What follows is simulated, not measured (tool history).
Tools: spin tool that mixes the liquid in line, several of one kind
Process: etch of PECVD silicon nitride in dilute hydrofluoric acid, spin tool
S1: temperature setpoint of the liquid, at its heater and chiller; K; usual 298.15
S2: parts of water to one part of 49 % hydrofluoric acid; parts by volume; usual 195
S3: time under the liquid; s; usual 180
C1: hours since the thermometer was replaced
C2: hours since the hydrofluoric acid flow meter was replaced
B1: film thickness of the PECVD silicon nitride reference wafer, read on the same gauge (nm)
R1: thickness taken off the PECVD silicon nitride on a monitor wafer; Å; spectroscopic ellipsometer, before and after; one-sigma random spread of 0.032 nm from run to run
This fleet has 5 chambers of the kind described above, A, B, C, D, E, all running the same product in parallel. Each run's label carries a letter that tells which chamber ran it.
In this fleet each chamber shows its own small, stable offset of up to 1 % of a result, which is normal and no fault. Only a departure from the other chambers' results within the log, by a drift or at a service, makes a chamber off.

run 1A hour=7.8 | S1=298.15 S2=195 S3=180 | C1=57.4 C2=186.6 | B1=119.99 | R1=53.84
run 2C hour=16.7 | S1=298.15 S2=195 S3=180 | C1=621.5 C2=1051.6 | B1=120.03 | R1=53.25
-- hour=16.9 chamber B: thermometer replaced
run 3E hour=24.9 | S1=298.15 S2=195 S3=180 | C1=224.8 C2=315.5 | B1=120.02 | R1=53.978
run 4D hour=32.5 | S1=298.15 S2=195 S3=180 | C1=1010.7 C2=617.7 | B1=120.01 | R1=54.527
run 5B hour=37.2 | S1=298.15 S2=195 S3=180 | C1=20.4 C2=407 | B1=119.94 | R1=53.352
run 6E hour=45.6 | S1=298.15 S2=195 S3=180 | C1=245.5 C2=336.2 | B1=119.99 | R1=54.205
run 7A hour=56.4 | S1=298.15 S2=195 S3=180 | C1=106 C2=235.2 | B1=119.98 | R1=53.967
run 8D hour=64.4 | S1=298.15 S2=195 S3=180 | C1=1042.6 C2=649.6 | B1=120.02 | R1=53.481
run 9C hour=71.7 | S1=298.15 S2=195 S3=180 | C1=676.5 C2=1106.6 | B1=119.98 | R1=54.299
run 10B hour=81.2 | S1=298.15 S2=195 S3=180 | C1=64.4 C2=451 | B1=120.01 | R1=54.213
run 11B hour=90.1 | S1=298.15 S2=195 S3=180 | C1=73.3 C2=459.9 | B1=119.97 | R1=53.568
run 12C hour=95.3 | S1=298.15 S2=195 S3=180 | C1=700.1 C2=1130.2 | B1=119.96 | R1=54.157
run 13E hour=104.2 | S1=298.15 S2=195 S3=180 | C1=304.1 C2=394.8 | B1=119.98 | R1=53.67
-- hour=109 chamber D: thermometer replaced
run 14A hour=110.3 | S1=298.15 S2=195 S3=180 | C1=159.9 C2=289.1 | B1=119.99 | R1=54.492
run 15D hour=119.8 | S1=298.15 S2=195 S3=180 | C1=10.8 C2=705 | B1=120.04 | R1=54.244
run 16A hour=129.1 | S1=298.15 S2=195 S3=180 | C1=178.7 C2=307.9 | B1=120 | R1=53.522
run 17E hour=137.7 | S1=298.15 S2=195 S3=180 | C1=337.6 C2=428.3 | B1=119.97 | R1=52.796
run 18B hour=143.9 | S1=298.15 S2=195 S3=180 | C1=127.1 C2=513.7 | B1=120.04 | R1=54.085
-- hour=144.8 chamber B: hydrofluoric acid flow meter replaced
run 19D hour=154.5 | S1=298.15 S2=195 S3=180 | C1=45.5 C2=739.7 | B1=120.03 | R1=54.258
run 20C hour=164.8 | S1=298.15 S2=195 S3=180 | C1=769.6 C2=1199.7 | B1=120.03 | R1=53.552
run 21B hour=174.6 | S1=298.15 S2=195 S3=180 | C1=157.8 C2=29.8 | B1=120.03 | R1=53.702
run 22D hour=185.3 | S1=298.15 S2=195 S3=180 | C1=76.3 C2=770.5 | B1=119.99 | R1=54.261
run 23C hour=191.8 | S1=298.15 S2=195 S3=180 | C1=796.6 C2=1226.7 | B1=119.99 | R1=53.814
run 24E hour=201.7 | S1=298.15 S2=195 S3=180 | C1=401.6 C2=492.3 | B1=120.05 | R1=52.186
run 25A hour=212.2 | S1=298.15 S2=195 S3=180 | C1=261.8 C2=391 | B1=120.05 | R1=53.667
run 26A hour=217.1 | S1=298.15 S2=195 S3=180 | C1=266.7 C2=395.9 | B1=119.99 | R1=53.955
run 27E hour=222.1 | S1=298.15 S2=195 S3=180 | C1=422 C2=512.7 | B1=119.95 | R1=52.271
run 28D hour=232.1 | S1=298.15 S2=195 S3=180 | C1=123.1 C2=817.3 | B1=120 | R1=54.226
run 29C hour=242.2 | S1=298.15 S2=195 S3=180 | C1=847 C2=1277.1 | B1=119.96 | R1=53.526
run 30B hour=250.9 | S1=298.15 S2=195 S3=180 | C1=234.1 C2=106.1 | B1=119.98 | R1=53.65
run 31A hour=258 | S1=298.15 S2=195 S3=180 | C1=307.6 C2=436.8 | B1=120.03 | R1=54.45
run 32E hour=263.5 | S1=298.15 S2=195 S3=180 | C1=463.4 C2=554.1 | B1=120.01 | R1=50.853
run 33B hour=270.3 | S1=298.15 S2=195 S3=180 | C1=253.5 C2=125.5 | B1=120 | R1=53.213
run 34D hour=278.3 | S1=298.15 S2=195 S3=180 | C1=169.3 C2=863.5 | B1=119.98 | R1=54.9
run 35C hour=283.6 | S1=298.15 S2=195 S3=180 | C1=888.4 C2=1318.5 | B1=119.99 | R1=53.41

Read the log: is a single chamber off, either drifting away or since a service, is the gauge that measures every chamber drifting, or is nothing wrong beyond small per-chamber offsets? Name any odd chamber and what most likely caused it.

It is chamber E that slowly wanders off from its peers.
Likeliest cause: liquid colder than its thermometer reads (K) = 0.853.
With only this log, it may be confused with: hydrofluoric acid flow below the setpoint (%).

Chamber E could run next with any of the 4 candidate recipes listed below; each alters the usual settings, and their results appear as question marks. Which one brings its results back in line with what the other chambers deliver on the usual settings?
To be in line, a result may differ from the other chambers' mean on the usual settings by at most: R1 1.1 Å
run 36E-1 hour=291.3 | S1=298.15 S2=200 S3=180 | R1=?
run 36E-2 hour=291.3 | S1=298.15 S2=200 S3=175 | R1=?
run 36E-3 hour=291.3 | S1=298.15 S2=195 S3=190 | R1=?
run 36E-4 hour=291.3 | S1=298.15 S2=190 S3=180 | R1=?

Average result of the remaining chambers running the usual settings: R1 53.948 Å
run=36E-1 R1=49.797
run=36E-2 R1=48.414
run=36E-3 R1=53.877
run=36E-4 R1=52.353
The right change is 36E-3: it brings the chamber back within the allowed miss of the others.
